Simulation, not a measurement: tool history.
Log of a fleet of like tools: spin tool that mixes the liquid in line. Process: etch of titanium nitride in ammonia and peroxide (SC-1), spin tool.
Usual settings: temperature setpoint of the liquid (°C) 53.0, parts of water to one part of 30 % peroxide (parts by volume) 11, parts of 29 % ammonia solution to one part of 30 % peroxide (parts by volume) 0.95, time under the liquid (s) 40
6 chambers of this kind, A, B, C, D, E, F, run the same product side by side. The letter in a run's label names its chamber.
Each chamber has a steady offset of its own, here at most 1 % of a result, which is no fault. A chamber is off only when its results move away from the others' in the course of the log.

| run | hour | temperature setpoint of the liquid (°C) | parts of water to one part of 30 % peroxide (parts by volume) | parts of 29 % ammonia solution to one part of 30 % peroxide (parts by volume) | time under the liquid (s) | hours since the thermometer was replaced | hours since the ammonia flow meter was replaced | hours since the heated supply line was repaired | hours since the drum of ammonia solution was connected | read-back film thickness of the titanium nitride reference wafer, read on the same gauge (nm) | thickness taken off the titanium nitride on a monitor wafer (angstrom) |
|---|---|---|---|---|---|---|---|---|---|---|---|
| 1D | 7.3 | 53.0 | 11 | 0.95 | 40 | 1079.8 | 582.6 | 2381.9 | 248.8 | 50.016 | 42.165 |
| 2E | 19.0 | 53.0 | 11 | 0.95 | 40 | 111.8 | 446.6 | 80.8 | 92.5 | 49.992 | 41.899 |
| 3B | 34.2 | 53.0 | 11 | 0.95 | 40 | 678.4 | 612.3 | 820.2 | 169.0 | 50.008 | 42.849 |
|  | 41.6 | chamber D: thermometer replaced |
| 4C | 41.9 | 53.0 | 11 | 0.95 | 40 | 83.7 | 1313.1 | 1545.8 | 430.8 | 49.996 | 42.374 |
|  | 44.9 | chamber D: heated supply line repaired |
| 5F | 51.4 | 53.0 | 11 | 0.95 | 40 | 138.0 | 1419.1 | 678.2 | 625.4 | 50.020 | 42.131 |
| 6A | 60.7 | 53.0 | 11 | 0.95 | 40 | 95.3 | 364.9 | 514.6 | 256.6 | 50.018 | 42.008 |
| 7E | 69.4 | 53.0 | 11 | 0.95 | 40 | 162.2 | 497.0 | 131.2 | 142.9 | 50.009 | 42.083 |
| 8C | 83.8 | 53.0 | 11 | 0.95 | 40 | 125.6 | 1355.0 | 1587.7 | 472.7 | 49.995 | 41.984 |
| 9B | 96.6 | 53.0 | 11 | 0.95 | 40 | 740.8 | 674.7 | 882.6 | 231.4 | 49.971 | 42.796 |
| 10A | 110.6 | 53.0 | 11 | 0.95 | 40 | 145.2 | 414.8 | 564.5 | 306.5 | 50.031 | 42.238 |
|  | 112.7 | chamber F: new drum of ammonia solution connected |
| 11F | 123.0 | 53.0 | 11 | 0.95 | 40 | 209.6 | 1490.7 | 749.8 | 10.4 | 49.999 | 42.865 |
|  | 126.5 | chamber B: new drum of ammonia solution connected |
| 12D | 135.5 | 53.0 | 11 | 0.95 | 40 | 94.0 | 710.8 | 90.6 | 377.0 | 50.003 | 42.240 |
| 13C | 149.7 | 53.0 | 11 | 0.95 | 40 | 191.5 | 1420.9 | 1653.6 | 538.6 | 49.979 | 42.211 |
| 14B | 156.8 | 53.0 | 11 | 0.95 | 40 | 801.0 | 734.9 | 942.8 | 30.4 | 49.994 | 42.564 |
| 15F | 171.6 | 53.0 | 11 | 0.95 | 40 | 258.2 | 1539.3 | 798.4 | 59.0 | 50.012 | 41.643 |
|  | 175.7 | chamber C: ammonia flow meter replaced |
|  | 177.2 | chamber A: new drum of ammonia solution connected |
|  | 179.6 | chamber B: heated supply line repaired |
| 16D | 183.5 | 53.0 | 11 | 0.95 | 40 | 142.0 | 758.8 | 138.6 | 425.0 | 49.985 | 42.658 |
| 17E | 191.7 | 53.0 | 11 | 0.95 | 40 | 284.5 | 619.3 | 253.5 | 265.2 | 49.999 | 41.869 |
| 18A | 203.3 | 53.0 | 11 | 0.95 | 40 | 237.9 | 507.5 | 657.2 | 26.1 | 49.993 | 41.044 |
| 19C | 217.0 | 53.0 | 11 | 0.95 | 40 | 258.8 | 41.3 | 1720.9 | 605.9 | 50.015 | 42.342 |
| 20A | 224.5 | 53.0 | 11 | 0.95 | 40 | 259.1 | 528.7 | 678.4 | 47.3 | 50.012 | 40.584 |
|  | 228.1 | chamber E: new drum of ammonia solution connected |
| 21F | 234.1 | 53.0 | 11 | 0.95 | 40 | 320.7 | 1601.8 | 860.9 | 121.5 | 49.949 | 42.111 |
| 22B | 243.2 | 53.0 | 11 | 0.55 | 40 | 887.4 | 821.3 | 63.6 | 116.8 | 50.003 | 38.769 |
| 23E | 250.1 | 53.0 | 11 | 0.55 | 40 | 342.9 | 677.7 | 311.9 | 22.0 | 50.018 | 37.604 |
| 24D | 264.3 | 53.0 | 11 | 0.55 | 40 | 222.8 | 839.6 | 219.4 | 505.8 | 50.004 | 38.724 |
| 25E | 275.7 | 53.0 | 11 | 0.55 | 40 | 368.5 | 703.3 | 337.5 | 47.6 | 50.001 | 38.449 |
| 26C | 284.9 | 53.0 | 11 | 0.55 | 40 | 326.7 | 109.2 | 1788.8 | 673.8 | 50.035 | 38.476 |
| 27B | 296.6 | 53.0 | 11 | 0.55 | 40 | 940.8 | 874.7 | 117.0 | 170.2 | 50.016 | 38.487 |
|  | 300.8 | chamber C: new drum of ammonia solution connected |
| 28F | 303.5 | 53.0 | 11 | 0.95 | 40 | 390.1 | 1671.2 | 930.3 | 190.9 | 49.983 | 43.133 |
| 29A | 316.4 | 46.5 | 11 | 1.10 | 40 | 351.0 | 620.6 | 770.3 | 139.2 | 49.972 | 25.927 |
| 30D | 325.2 | 46.5 | 11 | 1.10 | 40 | 283.7 | 900.5 | 280.3 | 566.7 | 49.997 | 27.147 |
| 31E | 332.8 | 46.5 | 11 | 1.10 | 40 | 425.6 | 760.4 | 394.6 | 104.7 | 49.965 | 27.749 |
| 32D | 347.6 | 46.5 | 11 | 1.10 | 40 | 306.1 | 922.9 | 302.7 | 589.1 | 49.988 | 27.775 |
| 33B | 362.7 | 46.5 | 11 | 1.10 | 40 | 1006.9 | 940.8 | 183.1 | 236.3 | 49.984 | 27.674 |
|  | 375.0 | chamber B: new drum of ammonia solution connected |
| 34C | 376.8 | 46.5 | 11 | 1.10 | 40 | 418.6 | 201.1 | 1880.7 | 76.1 | 50.003 | 27.335 |
| 35A | 389.1 | 53.0 | 11 | 0.95 | 20 | 423.7 | 693.3 | 843.0 | 211.9 | 49.970 | 19.291 |
| 36F | 397.1 | 53.0 | 11 | 0.95 | 20 | 483.7 | 1764.8 | 1023.9 | 284.5 | 49.999 | 21.467 |
| 37C | 406.6 | 53.0 | 11 | 0.95 | 20 | 448.4 | 230.9 | 1910.5 | 105.9 | 49.980 | 20.882 |
| 38F | 416.5 | 53.0 | 11 | 0.95 | 20 | 503.1 | 1784.2 | 1043.3 | 303.9 | 49.993 | 21.097 |
| 39B | 425.3 | 53.0 | 11 | 0.95 | 20 | 1069.5 | 1003.4 | 245.7 | 50.3 | 50.040 | 21.290 |
| 40D | 439.7 | 53.0 | 11 | 0.95 | 20 | 398.2 | 1015.0 | 394.8 | 681.2 | 50.016 | 21.178 |
| 41E | 446.7 | 53.0 | 11 | 0.95 | 40 | 539.5 | 874.3 | 508.5 | 218.6 | 49.990 | 41.594 |
| 42A | 453.8 | 53.0 | 11 | 0.95 | 40 | 488.4 | 758.0 | 907.7 | 276.6 | 50.000 | 38.388 |
| 43E | 466.1 | 45.5 | 11 | 0.95 | 40 | 558.9 | 893.7 | 527.9 | 238.0 | 50.007 | 24.627 |

Next, every chamber runs the same settings. What will each give?
| 44A | 477.4 | 53.0 | 11 | 0.95 | 50 |  |  |  |  |  | ? |
| 44B | 477.4 | 53.0 | 11 | 0.95 | 50 |  |  |  |  |  | ? |
| 44C | 477.4 | 53.0 | 11 | 0.95 | 50 |  |  |  |  |  | ? |
| 44D | 477.4 | 53.0 | 11 | 0.95 | 50 |  |  |  |  |  | ? |
| 44E | 477.4 | 53.0 | 11 | 0.95 | 50 |  |  |  |  |  | ? |
| 44F | 477.4 | 53.0 | 11 | 0.95 | 50 |  |  |  |  |  | ? |

| run | thickness taken off the titanium nitride on a monitor wafer (angstrom) |
|---|---|
| 44A | 47.785 |
| 44B | 53.022 |
| 44C | 52.257 |
| 44D | 51.782 |
| 44E | 52.535 |
| 44F | 53.077 |
